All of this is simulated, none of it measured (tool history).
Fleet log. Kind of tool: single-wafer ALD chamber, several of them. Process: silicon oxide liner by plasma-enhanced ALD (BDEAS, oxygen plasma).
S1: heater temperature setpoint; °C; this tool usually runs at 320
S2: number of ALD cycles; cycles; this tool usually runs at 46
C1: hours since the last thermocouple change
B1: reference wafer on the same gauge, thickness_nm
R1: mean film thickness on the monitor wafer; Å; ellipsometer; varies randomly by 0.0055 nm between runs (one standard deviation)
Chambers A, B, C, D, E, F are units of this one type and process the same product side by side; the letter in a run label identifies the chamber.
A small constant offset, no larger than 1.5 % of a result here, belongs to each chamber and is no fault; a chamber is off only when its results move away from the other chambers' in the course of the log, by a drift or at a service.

run 1D hour=14.0 | S1=320 S2=46 | C1=2289.2 | B1=4.0284 | R1=42.059
run 2B hour=23.7 | S1=320 S2=46 | C1=1029.7 | B1=4.0321 | R1=41.697
run 3F hour=30.6 | S1=320 S2=46 | C1=930.3 | B1=4.0308 | R1=41.372
run 4A hour=44.3 | S1=320 S2=46 | C1=231.7 | B1=4.0317 | R1=41.976
run 5C hour=57.2 | S1=320 S2=46 | C1=954.1 | B1=4.0324 | R1=41.664
run 6E hour=67.6 | S1=320 S2=46 | C1=312.2 | B1=4.0341 | R1=41.279
run 7C hour=74.8 | S1=320 S2=46 | C1=971.7 | B1=4.0340 | R1=41.664
run 8D hour=81.2 | S1=320 S2=46 | C1=2356.4 | B1=4.0355 | R1=42.082
run 9B hour=89.5 | S1=320 S2=46 | C1=1095.5 | B1=4.0340 | R1=41.772
run 10A hour=98.7 | S1=320 S2=46 | C1=286.1 | B1=4.0353 | R1=41.871
run 11F hour=110.9 | S1=320 S2=46 | C1=1010.6 | B1=4.0357 | R1=41.538
run 12E hour=121.6 | S1=320 S2=50 | C1=366.2 | B1=4.0361 | R1=44.982
run 13F hour=133.9 | S1=320 S2=50 | C1=1033.6 | B1=4.0379 | R1=45.115
run 14E hour=140.1 | S1=320 S2=50 | C1=384.7 | B1=4.0367 | R1=44.926
run 15A hour=150.2 | S1=320 S2=50 | C1=337.6 | B1=4.0367 | R1=45.629
run 16B hour=160.1 | S1=320 S2=50 | C1=1166.1 | B1=4.0377 | R1=45.503
run 17C hour=166.9 | S1=320 S2=50 | C1=1063.8 | B1=4.0392 | R1=45.379
run 18D hour=176.6 | S1=320 S2=46 | C1=2451.8 | B1=4.0404 | R1=42.147
run 19C hour=188.7 | S1=320 S2=46 | C1=1085.6 | B1=4.0392 | R1=41.856
run 20B hour=199.6 | S1=320 S2=46 | C1=1205.6 | B1=4.0409 | R1=41.817
run 21A hour=211.8 | S1=320 S2=46 | C1=399.2 | B1=4.0399 | R1=42.030
run 22E hour=218.2 | S1=320 S2=46 | C1=462.8 | B1=4.0392 | R1=41.293
run 23D hour=232.1 | S1=320 S2=46 | C1=2507.3 | B1=4.0435 | R1=42.238
-- hour=238.1 chamber B: thermocouple changed; heater temperature recalibrated
run 24F hour=243.5 | S1=315 S2=46 | C1=1143.2 | B1=4.0432 | R1=41.718
run 25E hour=252.6 | S1=315 S2=46 | C1=497.2 | B1=4.0431 | R1=41.638
run 26C hour=265.5 | S1=315 S2=46 | C1=1162.4 | B1=4.0441 | R1=42.034
run 27F hour=274.5 | S1=315 S2=46 | C1=1174.2 | B1=4.0433 | R1=41.852
run 28B hour=286.6 | S1=315 S2=46 | C1=48.5 | B1=4.0447 | R1=42.088
run 29D hour=299.3 | S1=315 S2=46 | C1=2574.5 | B1=4.0460 | R1=42.474
run 30A hour=307.6 | S1=320 S2=46 | C1=495.0 | B1=4.0467 | R1=42.025
run 31C hour=315.5 | S1=320 S2=46 | C1=1212.4 | B1=4.0463 | R1=41.814
run 32D hour=323.8 | S1=320 S2=46 | C1=2599.0 | B1=4.0468 | R1=42.340
run 33A hour=335.1 | S1=320 S2=46 | C1=522.5 | B1=4.0475 | R1=42.066
run 34F hour=342.0 | S1=320 S2=46 | C1=1241.7 | B1=4.0482 | R1=41.521
run 35E hour=353.1 | S1=320 S2=46 | C1=597.7 | B1=4.0489 | R1=41.352
run 36B hour=362.8 | S1=320 S2=46 | C1=124.7 | B1=4.0485 | R1=41.913
run 37F hour=371.4 | S1=320 S2=46 | C1=1271.1 | B1=4.0482 | R1=41.531
run 38A hour=385.1 | S1=320 S2=46 | C1=572.5 | B1=4.0498 | R1=42.041
run 39C hour=392.7 | S1=320 S2=46 | C1=1289.6 | B1=4.0500 | R1=41.824
run 40E hour=403.8 | S1=320 S2=46 | C1=648.4 | B1=4.0514 | R1=41.478

What goes on in this fleet: one chamber off, a drifting gauge, or nothing beyond the chambers' own small offsets? Name the chamber and the cause, if any.

The gauge drifts, so all chambers seem to drift together. No chamber is off.
Likeliest cause: gauge reads high (%) = 0.54.
